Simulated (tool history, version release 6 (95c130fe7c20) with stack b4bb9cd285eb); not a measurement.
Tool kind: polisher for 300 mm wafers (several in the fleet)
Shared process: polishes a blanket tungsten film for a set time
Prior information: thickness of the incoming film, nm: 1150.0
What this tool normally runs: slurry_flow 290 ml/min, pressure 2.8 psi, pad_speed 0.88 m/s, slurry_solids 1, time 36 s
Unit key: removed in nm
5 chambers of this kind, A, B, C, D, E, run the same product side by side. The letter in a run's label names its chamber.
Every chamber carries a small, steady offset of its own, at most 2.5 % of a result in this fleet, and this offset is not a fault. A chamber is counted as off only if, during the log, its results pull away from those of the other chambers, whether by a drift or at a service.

| run | hour | slurry_flow | pressure | pad_speed | slurry_solids | time | wafers polished on this pad | hours since the slurry nozzle was cleaned | hours since the head pressure was calibrated | hours since the slurry blender was calibrated | hours since the slurry got fresh peroxide | removed |
|---|---|---|---|---|---|---|---|---|---|---|---|---|
|  | 0.1 | chamber E: slurry blender recalibrated |
| 1B | 2.3 | 290 | 2.8 | 0.88 | 1 | 36 | 570 | 280.1 | 487.8 | 222.7 | 12.2 | 120.970 |
|  | 4.4 | chamber D: slurry tank refilled with fresh slurry and peroxide |
| 2D | 6.1 | 290 | 2.8 | 0.88 | 1 | 36 | 313 | 364.3 | 818.1 | 42.7 | 1.8 | 122.720 |
|  | 8.4 | chamber E: slurry tank refilled with fresh slurry and peroxide |
|  | 8.5 | chamber B: worn pad replaced by a new one |
| 3A | 10.0 | 290 | 2.8 | 0.88 | 1 | 36 | 440 | 304.5 | 217.5 | 212.0 | 39.8 | 118.930 |
| 4C | 13.1 | 290 | 2.8 | 0.88 | 1 | 36 | 858 | 383.2 | 405.2 | 75.6 | 115.4 | 121.240 |
| 5E | 16.2 | 290 | 2.8 | 0.88 | 1 | 36 | 1166 | 144.4 | 970.3 | 16.2 | 7.8 | 120.390 |
|  | 17.6 | chamber E: worn pad replaced by a new one |
| 6C | 19.1 | 290 | 2.8 | 0.88 | 1 | 36 | 955 | 389.2 | 411.2 | 81.6 | 121.4 | 118.940 |
| 7A | 23.8 | 290 | 2.8 | 0.88 | 1 | 36 | 663 | 318.3 | 231.3 | 225.8 | 53.6 | 119.840 |
| 8E | 26.9 | 290 | 2.8 | 0.88 | 1 | 36 | 151 | 155.1 | 981.0 | 26.9 | 18.5 | 121.140 |
| 9D | 29.8 | 290 | 2.8 | 0.98 | 1 | 36 | 695 | 388.0 | 841.8 | 66.4 | 25.5 | 137.990 |
|  | 32.5 | chamber C: worn pad replaced by a new one |
| 10B | 32.9 | 290 | 2.8 | 0.98 | 1 | 36 | 394 | 310.7 | 518.4 | 253.3 | 42.8 | 133.070 |
|  | 34.2 | chamber B: slurry tank refilled with fresh slurry and peroxide |
| 11A | 37.6 | 290 | 2.8 | 0.98 | 1 | 36 | 885 | 332.1 | 245.1 | 239.6 | 67.4 | 134.330 |
| 12B | 41.2 | 290 | 2.8 | 0.98 | 1 | 36 | 528 | 319.0 | 526.7 | 261.6 | 7.1 | 133.260 |
|  | 42.9 | chamber A: worn pad replaced by a new one |
| 13E | 45.4 | 290 | 2.8 | 0.98 | 1 | 36 | 449 | 173.6 | 999.5 | 45.4 | 37.0 | 135.250 |
|  | 46.3 | chamber B: worn pad replaced by a new one |
| 14D | 48.7 | 290 | 2.8 | 0.88 | 1 | 36 | 1000 | 406.9 | 860.7 | 85.3 | 44.4 | 121.980 |
|  | 50.1 | chamber A: slurry blender recalibrated |
|  | 50.4 | chamber C: slurry nozzle cleaned |
| 15C | 52.7 | 290 | 2.8 | 0.88 | 1 | 36 | 326 | 2.3 | 444.8 | 115.2 | 155.0 | 120.870 |
|  | 54.2 | chamber C: head pressure recalibrated |
| 16C | 56.3 | 290 | 2.8 | 0.88 | 1 | 36 | 384 | 5.9 | 2.2 | 118.8 | 158.6 | 107.380 |
| 17E | 59.5 | 290 | 1.8 | 0.68 | 1 | 36 | 676 | 187.7 | 1013.6 | 59.5 | 51.1 | 59.720 |
| 18D | 62.5 | 290 | 1.8 | 0.68 | 1 | 36 | 1223 | 420.7 | 874.5 | 99.1 | 58.2 | 60.680 |
|  | 63.8 | chamber C: slurry blender recalibrated |
|  | 64.9 | chamber A: slurry nozzle cleaned |
|  | 65.9 | chamber D: slurry tank refilled with fresh slurry and peroxide |
| 19B | 66.0 | 290 | 1.8 | 0.68 | 1 | 36 | 318 | 343.8 | 551.5 | 286.4 | 31.9 | 60.257 |
|  | 68.0 | chamber B: slurry blender recalibrated |
| 20A | 68.3 | 290 | 1.8 | 0.68 | 1 | 36 | 410 | 3.5 | 275.8 | 18.2 | 98.1 | 59.248 |
|  | 71.9 | chamber C: slurry tank refilled with fresh slurry and peroxide |
| 21B | 72.9 | 290 | 1.8 | 0.68 | 1 | 36 | 430 | 350.7 | 558.4 | 4.9 | 38.8 | 60.573 |
| 22C | 77.7 | 290 | 2.8 | 0.88 | 1 | 36 | 729 | 27.3 | 23.6 | 14.0 | 5.8 | 108.500 |
|  | 78.1 | chamber B: slurry tank refilled with fresh slurry and peroxide |
|  | 82.2 | chamber D: worn pad replaced by a new one |
| 23A | 82.5 | 290 | 3.2 | 0.88 | 1 | 26 | 639 | 17.7 | 290.0 | 32.4 | 112.3 | 99.319 |
| 24D | 86.1 | 290 | 3.2 | 0.88 | 1 | 26 | 63 | 444.3 | 898.1 | 122.7 | 20.2 | 102.220 |
| 25E | 88.4 | 290 | 3.2 | 0.88 | 1 | 26 | 1142 | 216.6 | 1042.5 | 88.4 | 80.0 | 98.910 |
|  | 89.0 | chamber B: worn pad replaced by a new one |
| 26C | 93.0 | 290 | 3.2 | 0.88 | 1 | 26 | 976 | 42.6 | 38.9 | 29.3 | 21.1 | 87.616 |
|  | 94.5 | chamber E: worn pad replaced by a new one |
| 27E | 96.4 | 290 | 3.2 | 0.88 | 1 | 26 | 30 | 224.6 | 1050.5 | 96.4 | 88.0 | 100.530 |
| 28A | 99.4 | 290 | 3.3 | 0.88 | 1 | 36 | 912 | 34.6 | 306.9 | 49.3 | 129.2 | 140.960 |
| 29B | 102.6 | 290 | 3.3 | 0.88 | 1 | 36 | 219 | 380.4 | 588.1 | 34.6 | 24.6 | 142.720 |
|  | 105.8 | chamber A: slurry tank refilled with fresh slurry and peroxide |
| 30D | 106.1 | 290 | 3.3 | 0.88 | 1 | 36 | 385 | 464.3 | 918.1 | 142.7 | 40.2 | 146.420 |
| 31B | 109.9 | 290 | 3.3 | 0.88 | 1 | 36 | 337 | 387.7 | 595.4 | 41.9 | 31.9 | 141.250 |
|  | 111.5 | chamber A: worn pad replaced by a new one |
| 32E | 112.5 | 290 | 3.3 | 0.88 | 1 | 36 | 290 | 240.7 | 1066.6 | 112.5 | 104.1 | 141.740 |
| 33A | 114.7 | 290 | 2.8 | 0.88 | 1 | 36 | 52 | 49.9 | 322.2 | 64.6 | 8.9 | 120.760 |

The same settings go to every chamber for the next run, one line per chamber below. Forecast the results for each:
| 34A | 118.2 | 290 | 2.8 | 0.76 | 1 | 36 |  |  |  |  |  | ? |
| 34B | 118.2 | 290 | 2.8 | 0.76 | 1 | 36 |  |  |  |  |  | ? |
| 34C | 118.2 | 290 | 2.8 | 0.76 | 1 | 36 |  |  |  |  |  | ? |
| 34D | 118.2 | 290 | 2.8 | 0.76 | 1 | 36 |  |  |  |  |  | ? |
| 34E | 118.2 | 290 | 2.8 | 0.76 | 1 | 36 |  |  |  |  |  | ? |

| run | removed |
|---|---|
| 34A | 104.260 |
| 34B | 103.370 |
| 34C | 93.303 |
| 34D | 105.480 |
| 34E | 102.460 |

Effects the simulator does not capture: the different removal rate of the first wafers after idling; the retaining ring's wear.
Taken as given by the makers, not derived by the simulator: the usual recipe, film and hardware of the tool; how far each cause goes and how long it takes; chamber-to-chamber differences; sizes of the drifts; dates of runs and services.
